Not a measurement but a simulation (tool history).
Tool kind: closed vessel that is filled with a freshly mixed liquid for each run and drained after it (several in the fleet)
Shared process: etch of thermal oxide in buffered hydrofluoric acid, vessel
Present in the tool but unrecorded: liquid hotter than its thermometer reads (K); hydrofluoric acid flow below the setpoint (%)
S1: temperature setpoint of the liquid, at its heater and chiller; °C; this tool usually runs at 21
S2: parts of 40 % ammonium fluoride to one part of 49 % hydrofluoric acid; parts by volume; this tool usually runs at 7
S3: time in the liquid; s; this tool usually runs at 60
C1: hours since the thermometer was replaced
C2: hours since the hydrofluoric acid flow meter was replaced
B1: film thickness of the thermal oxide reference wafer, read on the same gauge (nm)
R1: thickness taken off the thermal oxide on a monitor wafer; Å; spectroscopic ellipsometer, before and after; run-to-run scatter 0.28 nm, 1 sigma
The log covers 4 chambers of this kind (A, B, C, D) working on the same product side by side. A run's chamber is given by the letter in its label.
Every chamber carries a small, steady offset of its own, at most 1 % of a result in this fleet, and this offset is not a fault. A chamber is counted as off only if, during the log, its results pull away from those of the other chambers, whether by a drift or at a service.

{"run": "1B", "day": 0.179, "S1": 21, "S2": 7, "S3": 60, "C1": 95.1, "C2": 956.4, "B1": 150.01, "R1": 809.63}
{"run": "2A", "day": 0.392, "S1": 21, "S2": 7, "S3": 60, "C1": 605.9, "C2": 1453.5, "B1": 150, "R1": 812.17}
{"run": "3C", "day": 0.6, "S1": 21, "S2": 7, "S3": 60, "C1": 240.6, "C2": 746.9, "B1": 150, "R1": 826.79}
{"run": "4D", "day": 0.829, "S1": 21, "S2": 7, "S3": 60, "C1": 1991.4, "C2": 835.7, "B1": 149.95, "R1": 817.7}
{"run": "5C", "day": 0.958, "S1": 21, "S2": 7, "S3": 60, "C1": 249.2, "C2": 755.5, "B1": 150, "R1": 821.94}
{"run": "6B", "day": 1.179, "S1": 21, "S2": 7, "S3": 60, "C1": 119.1, "C2": 980.4, "B1": 149.99, "R1": 815.74}
{"run": "7D", "day": 1.362, "S1": 21, "S2": 7, "S3": 30, "C1": 2004.2, "C2": 848.5, "B1": 150, "R1": 409.71}
{"run": "8A", "day": 1.588, "S1": 21, "S2": 7, "S3": 30, "C1": 634.6, "C2": 1482.2, "B1": 150, "R1": 406.82}
{"day": 1.658, "done": "chamber A: thermometer replaced"}
{"run": "9A", "day": 1.725, "S1": 21, "S2": 7, "S3": 30, "C1": 1.6, "C2": 1485.5, "B1": 150.03, "R1": 407.83}
{"run": "10D", "day": 1.9, "S1": 21, "S2": 7, "S3": 30, "C1": 2017.1, "C2": 861.4, "B1": 150, "R1": 409.01}
{"run": "11B", "day": 2.096, "S1": 21, "S2": 7, "S3": 60, "C1": 141.1, "C2": 1002.4, "B1": 149.99, "R1": 809.46}
{"run": "12C", "day": 2.333, "S1": 21, "S2": 7, "S3": 60, "C1": 282.2, "C2": 788.5, "B1": 150.02, "R1": 819.9}
{"run": "13C", "day": 2.492, "S1": 21, "S2": 7, "S3": 60, "C1": 286, "C2": 792.3, "B1": 149.99, "R1": 824.19}
{"run": "14D", "day": 2.712, "S1": 21, "S2": 7, "S3": 60, "C1": 2036.6, "C2": 880.9, "B1": 150.02, "R1": 815.78}
{"run": "15B", "day": 2.842, "S1": 21, "S2": 7, "S3": 60, "C1": 159, "C2": 1020.3, "B1": 149.98, "R1": 817.02}
{"run": "16A", "day": 3.046, "S1": 21, "S2": 7, "S3": 60, "C1": 33.3, "C2": 1517.2, "B1": 149.99, "R1": 808.13}
{"run": "17B", "day": 3.246, "S1": 21, "S2": 7, "S3": 60, "C1": 168.7, "C2": 1030, "B1": 150, "R1": 813.36}
{"run": "18C", "day": 3.467, "S1": 21, "S2": 7, "S3": 60, "C1": 309.4, "C2": 815.7, "B1": 150.02, "R1": 818.4}
{"run": "19A", "day": 3.625, "S1": 21, "S2": 7, "S3": 60, "C1": 47.2, "C2": 1531.1, "B1": 149.99, "R1": 814.01}
{"run": "20D", "day": 3.762, "S1": 21, "S2": 7, "S3": 60, "C1": 2061.8, "C2": 906.1, "B1": 150.01, "R1": 817.28}
{"run": "21C", "day": 3.9, "S1": 21, "S2": 7, "S3": 60, "C1": 319.8, "C2": 826.1, "B1": 150.01, "R1": 820.22}
{"run": "22A", "day": 4.042, "S1": 21, "S2": 7, "S3": 60, "C1": 57.2, "C2": 1541.1, "B1": 150, "R1": 812.09}
{"run": "23B", "day": 4.238, "S1": 21, "S2": 7, "S3": 60, "C1": 192.5, "C2": 1053.8, "B1": 150, "R1": 809.49}
{"run": "24D", "day": 4.362, "S1": 21, "S2": 7, "S3": 60, "C1": 2076.2, "C2": 920.5, "B1": 150, "R1": 814.75}
{"run": "25B", "day": 4.525, "S1": 21, "S2": 7, "S3": 60, "C1": 199.4, "C2": 1060.7, "B1": 149.96, "R1": 812.09}
{"run": "26C", "day": 4.675, "S1": 21, "S2": 7, "S3": 60, "C1": 338.4, "C2": 844.7, "B1": 150.03, "R1": 824.25}
{"run": "27D", "day": 4.842, "S1": 21, "S2": 7, "S3": 60, "C1": 2087.7, "C2": 932, "B1": 149.95, "R1": 815.04}
{"run": "28A", "day": 4.992, "S1": 21, "S2": 7, "S3": 60, "C1": 80, "C2": 1563.9, "B1": 150.04, "R1": 812.36}
{"run": "29D", "day": 5.196, "S1": 21, "S2": 7, "S3": 60, "C1": 2096.2, "C2": 940.5, "B1": 149.99, "R1": 818.25}
{"run": "30A", "day": 5.379, "S1": 21, "S2": 7, "S3": 40, "C1": 89.3, "C2": 1573.2, "B1": 150.02, "R1": 539.2}
{"run": "31C", "day": 5.575, "S1": 21, "S2": 7, "S3": 40, "C1": 360, "C2": 866.3, "B1": 149.97, "R1": 548.41}
{"run": "32B", "day": 5.729, "S1": 21, "S2": 7, "S3": 40, "C1": 228.3, "C2": 1089.6, "B1": 150.02, "R1": 539.46}
{"run": "33D", "day": 5.979, "S1": 21, "S2": 7, "S3": 40, "C1": 2115, "C2": 959.3, "B1": 150.01, "R1": 540.41}
{"run": "34A", "day": 6.162, "S1": 21, "S2": 7, "S3": 60, "C1": 108.1, "C2": 1592, "B1": 149.96, "R1": 809.89}
{"run": "35C", "day": 6.333, "S1": 21, "S2": 7, "S3": 60, "C1": 378.2, "C2": 884.5, "B1": 150, "R1": 821.54}
{"run": "36B", "day": 6.554, "S1": 21, "S2": 7, "S3": 60, "C1": 248.1, "C2": 1109.4, "B1": 149.96, "R1": 812.87}
{"run": "37C", "day": 6.742, "S1": 21, "S2": 7, "S3": 60, "C1": 388, "C2": 894.3, "B1": 150, "R1": 816.64}
{"run": "38D", "day": 6.971, "S1": 21, "S2": 7, "S3": 60, "C1": 2138.8, "C2": 983.1, "B1": 150, "R1": 819.31}

The same settings go to every chamber for the next run, one line per chamber below. Forecast the results for each:
{"run": "39A", "day": 7.15, "S1": 21, "S2": 7, "S3": 60, "R1": "?"}
{"run": "39B", "day": 7.15, "S1": 21, "S2": 7, "S3": 60, "R1": "?"}
{"run": "39C", "day": 7.15, "S1": 21, "S2": 7, "S3": 60, "R1": "?"}
{"run": "39D", "day": 7.15, "S1": 21, "S2": 7, "S3": 60, "R1": "?"}

run=39A R1=813.77
run=39B R1=809.85
run=39C R1=822.01
run=39D R1=812.33
